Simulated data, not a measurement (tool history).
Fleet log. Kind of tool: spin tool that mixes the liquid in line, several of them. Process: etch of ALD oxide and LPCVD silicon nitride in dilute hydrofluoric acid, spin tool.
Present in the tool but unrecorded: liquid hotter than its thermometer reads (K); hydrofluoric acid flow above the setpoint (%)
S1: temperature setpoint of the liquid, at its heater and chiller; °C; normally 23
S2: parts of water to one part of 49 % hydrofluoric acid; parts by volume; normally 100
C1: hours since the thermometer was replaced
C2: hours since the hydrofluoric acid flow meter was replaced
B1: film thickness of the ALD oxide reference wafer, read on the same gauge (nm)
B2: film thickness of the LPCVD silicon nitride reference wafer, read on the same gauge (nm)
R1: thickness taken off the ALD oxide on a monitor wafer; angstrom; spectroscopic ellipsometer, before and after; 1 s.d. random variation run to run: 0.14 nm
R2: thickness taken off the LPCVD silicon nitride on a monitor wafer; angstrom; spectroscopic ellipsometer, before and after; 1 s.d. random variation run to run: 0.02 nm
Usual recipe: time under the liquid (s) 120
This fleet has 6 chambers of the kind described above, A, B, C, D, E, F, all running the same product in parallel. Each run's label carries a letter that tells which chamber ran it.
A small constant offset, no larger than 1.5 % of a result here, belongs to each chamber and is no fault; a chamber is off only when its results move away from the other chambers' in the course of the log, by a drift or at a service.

{"run": "1E", "hour": 9.2, "S1": 23, "S2": 100, "time under the liquid (s)": 120, "C1": 1558.9, "C2": 716.6, "B1": 150, "B2": 90.025, "R1": 198.35, "R2": 5.3964}
{"run": "2C", "hour": 18.2, "S1": 23, "S2": 100, "time under the liquid (s)": 120, "C1": 1081.2, "C2": 857.8, "B1": 150.04, "B2": 90.007, "R1": 197.76, "R2": 5.33}
{"run": "3D", "hour": 25.7, "S1": 23, "S2": 100, "time under the liquid (s)": 120, "C1": 463.5, "C2": 38.4, "B1": 149.99, "B2": 90.024, "R1": 193.85, "R2": 5.0981}
{"run": "4A", "hour": 35.9, "S1": 23, "S2": 100, "time under the liquid (s)": 120, "C1": 237.9, "C2": 1656.8, "B1": 149.99, "B2": 90.022, "R1": 194.14, "R2": 5.46}
{"run": "5B", "hour": 46.9, "S1": 23, "S2": 100, "time under the liquid (s)": 120, "C1": 866.6, "C2": 1361.8, "B1": 150.01, "B2": 90.022, "R1": 194.55, "R2": 5.3558}
{"run": "6F", "hour": 58.2, "S1": 23, "S2": 100, "time under the liquid (s)": 120, "C1": 179.8, "C2": 146.3, "B1": 150.01, "B2": 89.97, "R1": 195.96, "R2": 5.2633}
{"run": "7A", "hour": 65.5, "S1": 23, "S2": 100, "time under the liquid (s)": 120, "C1": 267.5, "C2": 1686.4, "B1": 149.98, "B2": 90.003, "R1": 195.24, "R2": 5.5491}
{"run": "8E", "hour": 72.5, "S1": 23, "S2": 140, "time under the liquid (s)": 120, "C1": 1622.2, "C2": 779.9, "B1": 149.97, "B2": 89.98, "R1": 133.19, "R2": 3.6373}
{"run": "9D", "hour": 78.1, "S1": 23, "S2": 140, "time under the liquid (s)": 120, "C1": 515.9, "C2": 90.8, "B1": 149.96, "B2": 89.972, "R1": 132.11, "R2": 3.8727}
{"run": "10F", "hour": 88.2, "S1": 23, "S2": 140, "time under the liquid (s)": 120, "C1": 209.8, "C2": 176.3, "B1": 150.02, "B2": 90.013, "R1": 135.22, "R2": 4.1324}
{"run": "11C", "hour": 98.4, "S1": 23, "S2": 140, "time under the liquid (s)": 120, "C1": 1161.4, "C2": 938, "B1": 150.02, "B2": 90.012, "R1": 132.2, "R2": 3.9955}
{"run": "12B", "hour": 103.4, "S1": 23, "S2": 140, "time under the liquid (s)": 120, "C1": 923.1, "C2": 1418.3, "B1": 150.01, "B2": 89.993, "R1": 133.46, "R2": 3.6738}
{"run": "13B", "hour": 113.5, "S1": 23, "S2": 140, "time under the liquid (s)": 120, "C1": 933.2, "C2": 1428.4, "B1": 149.98, "B2": 90.03, "R1": 134.1, "R2": 4.0103}
{"run": "14D", "hour": 124.5, "S1": 23, "S2": 100, "time under the liquid (s)": 120, "C1": 562.3, "C2": 137.2, "B1": 149.99, "B2": 89.993, "R1": 193.3, "R2": 5.8605}
{"run": "15F", "hour": 131.4, "S1": 23, "S2": 100, "time under the liquid (s)": 120, "C1": 253, "C2": 219.5, "B1": 149.99, "B2": 89.992, "R1": 197.33, "R2": 5.9336}
{"run": "16E", "hour": 139.4, "S1": 23, "S2": 100, "time under the liquid (s)": 120, "C1": 1689.1, "C2": 846.8, "B1": 150.03, "B2": 90.011, "R1": 198.47, "R2": 5.7412}
{"run": "17A", "hour": 148.0, "S1": 23, "S2": 100, "time under the liquid (s)": 120, "C1": 350, "C2": 1768.9, "B1": 149.99, "B2": 89.972, "R1": 194.98, "R2": 5.0561}
{"run": "18C", "hour": 158.5, "S1": 23, "S2": 100, "time under the liquid (s)": 120, "C1": 1221.5, "C2": 998.1, "B1": 150.01, "B2": 89.964, "R1": 198.63, "R2": 5.5575}
{"run": "19E", "hour": 168.2, "S1": 23, "S2": 100, "time under the liquid (s)": 120, "C1": 1717.9, "C2": 875.6, "B1": 150.01, "B2": 90.008, "R1": 194.33, "R2": 5.1084}
{"run": "20C", "hour": 175.9, "S1": 23, "S2": 100, "time under the liquid (s)": 120, "C1": 1238.9, "C2": 1015.5, "B1": 149.99, "B2": 90.011, "R1": 195.83, "R2": 5.1616}
{"run": "21B", "hour": 181.6, "S1": 23, "S2": 100, "time under the liquid (s)": 120, "C1": 1001.3, "C2": 1496.5, "B1": 150.02, "B2": 89.974, "R1": 203.32, "R2": 5.5267}
{"run": "22A", "hour": 186.9, "S1": 23, "S2": 100, "time under the liquid (s)": 120, "C1": 388.9, "C2": 1807.8, "B1": 150.01, "B2": 90.011, "R1": 196.36, "R2": 5.4511}
{"run": "23D", "hour": 194.5, "S1": 23, "S2": 100, "time under the liquid (s)": 120, "C1": 632.3, "C2": 207.2, "B1": 149.98, "B2": 89.998, "R1": 192.4, "R2": 5.1017}
{"run": "24F", "hour": 200.5, "S1": 26, "S2": 100, "time under the liquid (s)": 120, "C1": 322.1, "C2": 288.6, "B1": 150.03, "B2": 90.03, "R1": 221.32, "R2": 6.5401}
{"run": "25C", "hour": 209.6, "S1": 26, "S2": 100, "time under the liquid (s)": 120, "C1": 1272.6, "C2": 1049.2, "B1": 150.03, "B2": 90.012, "R1": 219.51, "R2": 6.8698}
{"run": "26F", "hour": 216.8, "S1": 26, "S2": 100, "time under the liquid (s)": 120, "C1": 338.4, "C2": 304.9, "B1": 150, "B2": 90.011, "R1": 220.55, "R2": 6.2525}
{"hour": 224.0, "done": "chamber E: thermometer replaced"}
{"run": "27D", "hour": 227.8, "S1": 26, "S2": 100, "time under the liquid (s)": 120, "C1": 665.6, "C2": 240.5, "B1": 150, "B2": 90.02, "R1": 218.78, "R2": 6.9364}
{"run": "28E", "hour": 237.8, "S1": 26, "S2": 100, "time under the liquid (s)": 120, "C1": 13.9, "C2": 945.2, "B1": 150.03, "B2": 90.003, "R1": 221.92, "R2": 6.7569}
{"run": "29B", "hour": 246.3, "S1": 26, "S2": 100, "time under the liquid (s)": 120, "C1": 1066, "C2": 1561.2, "B1": 149.99, "B2": 89.999, "R1": 228.3, "R2": 7.2098}
{"run": "30A", "hour": 251.7, "S1": 23, "S2": 100, "time under the liquid (s)": 160, "C1": 453.7, "C2": 1872.6, "B1": 150, "B2": 90.001, "R1": 258.23, "R2": 7.8384}
{"run": "31B", "hour": 260.3, "S1": 23, "S2": 100, "time under the liquid (s)": 160, "C1": 1080, "C2": 1575.2, "B1": 150.01, "B2": 90.003, "R1": 269, "R2": 8.2754}
{"run": "32D", "hour": 270.8, "S1": 23, "S2": 100, "time under the liquid (s)": 160, "C1": 708.6, "C2": 283.5, "B1": 150, "B2": 90.041, "R1": 254.01, "R2": 7.5028}
{"run": "33A", "hour": 279.7, "S1": 23, "S2": 100, "time under the liquid (s)": 160, "C1": 481.7, "C2": 1900.6, "B1": 150.04, "B2": 89.997, "R1": 259.69, "R2": 7.3572}
{"run": "34C", "hour": 288.1, "S1": 23, "S2": 100, "time under the liquid (s)": 160, "C1": 1351.1, "C2": 1127.7, "B1": 149.98, "B2": 89.977, "R1": 261.04, "R2": 7.6069}
{"run": "35E", "hour": 295.5, "S1": 23, "S2": 100, "time under the liquid (s)": 160, "C1": 71.6, "C2": 1002.9, "B1": 149.99, "B2": 90.009, "R1": 264.84, "R2": 7.5034}
{"hour": 306.0, "done": "chamber A: hydrofluoric acid flow meter replaced"}
{"run": "36F", "hour": 306.6, "S1": 23, "S2": 60, "time under the liquid (s)": 120, "C1": 428.2, "C2": 394.7, "B1": 150, "B2": 89.988, "R1": 341.12, "R2": 8.9551}
{"run": "37E", "hour": 317.6, "S1": 23, "S2": 60, "time under the liquid (s)": 120, "C1": 93.7, "C2": 1025, "B1": 149.98, "B2": 89.98, "R1": 346.92, "R2": 8.954}
{"run": "38A", "hour": 326.8, "S1": 23, "S2": 60, "time under the liquid (s)": 120, "C1": 528.8, "C2": 20.8, "B1": 150.02, "B2": 90.022, "R1": 341.51, "R2": 8.9095}
{"run": "39D", "hour": 334.2, "S1": 23, "S2": 60, "time under the liquid (s)": 120, "C1": 772, "C2": 346.9, "B1": 149.98, "B2": 90, "R1": 343.23, "R2": 8.8722}
{"run": "40F", "hour": 340.0, "S1": 23, "S2": 60, "time under the liquid (s)": 120, "C1": 461.6, "C2": 428.1, "B1": 150.04, "B2": 90.001, "R1": 340.17, "R2": 8.5009}
{"run": "41B", "hour": 350.9, "S1": 23, "S2": 60, "time under the liquid (s)": 120, "C1": 1170.6, "C2": 1665.8, "B1": 149.96, "B2": 89.978, "R1": 367.03, "R2": 9.6588}
{"run": "42C", "hour": 360.4, "S1": 23, "S2": 100, "time under the liquid (s)": 120, "C1": 1423.4, "C2": 1200, "B1": 149.97, "B2": 89.98, "R1": 196.47, "R2": 5.6397}
{"run": "43B", "hour": 369.0, "S1": 23, "S2": 65, "time under the liquid (s)": 120, "C1": 1188.7, "C2": 1683.9, "B1": 150.04, "B2": 89.996, "R1": 332.75, "R2": 10.042}

Is one chamber off against the others, does the gauge drift, or is nothing wrong? If a chamber is off, say which, and what the likeliest cause is.

It is chamber B that slowly wanders off from its peers.
What lies behind it: liquid hotter than its thermometer reads (K) = 1.98.

Here are 4 candidates for chamber B's next run, each the usual settings with a change, their results left as question marks. Which one brings its results back in line with what the others give on the usual settings?
Counts as in line when no further than this from what the other chambers average on the usual settings: R1 5.1 angstrom; R2 0.72 angstrom
{"run": "44B-1", "hour": 377.1, "S1": 25, "S2": 105, "time under the liquid (s)": 125, "R1": "?", "R2": "?"}
{"run": "44B-2", "hour": 377.1, "S1": 21, "S2": 95, "time under the liquid (s)": 115, "R1": "?", "R2": "?"}
{"run": "44B-3", "hour": 377.1, "S1": 22.5, "S2": 100, "time under the liquid (s)": 120, "R1": "?", "R2": "?"}
{"run": "44B-4", "hour": 377.1, "S1": 23.5, "S2": 100, "time under the liquid (s)": 120, "R1": "?", "R2": "?"}

Average result of the remaining chambers running the usual settings: R1 195.99 angstrom; R2 5.4527 angstrom
run=44B-1 R1=224.96 R2=7.033
run=44B-2 R1=198.13 R2=5.5143
run=44B-3 R1=207.21 R2=6.0368
run=44B-4 R1=215.43 R2=6.4404
With 44B-2, the chamber falls back in line with the rest.
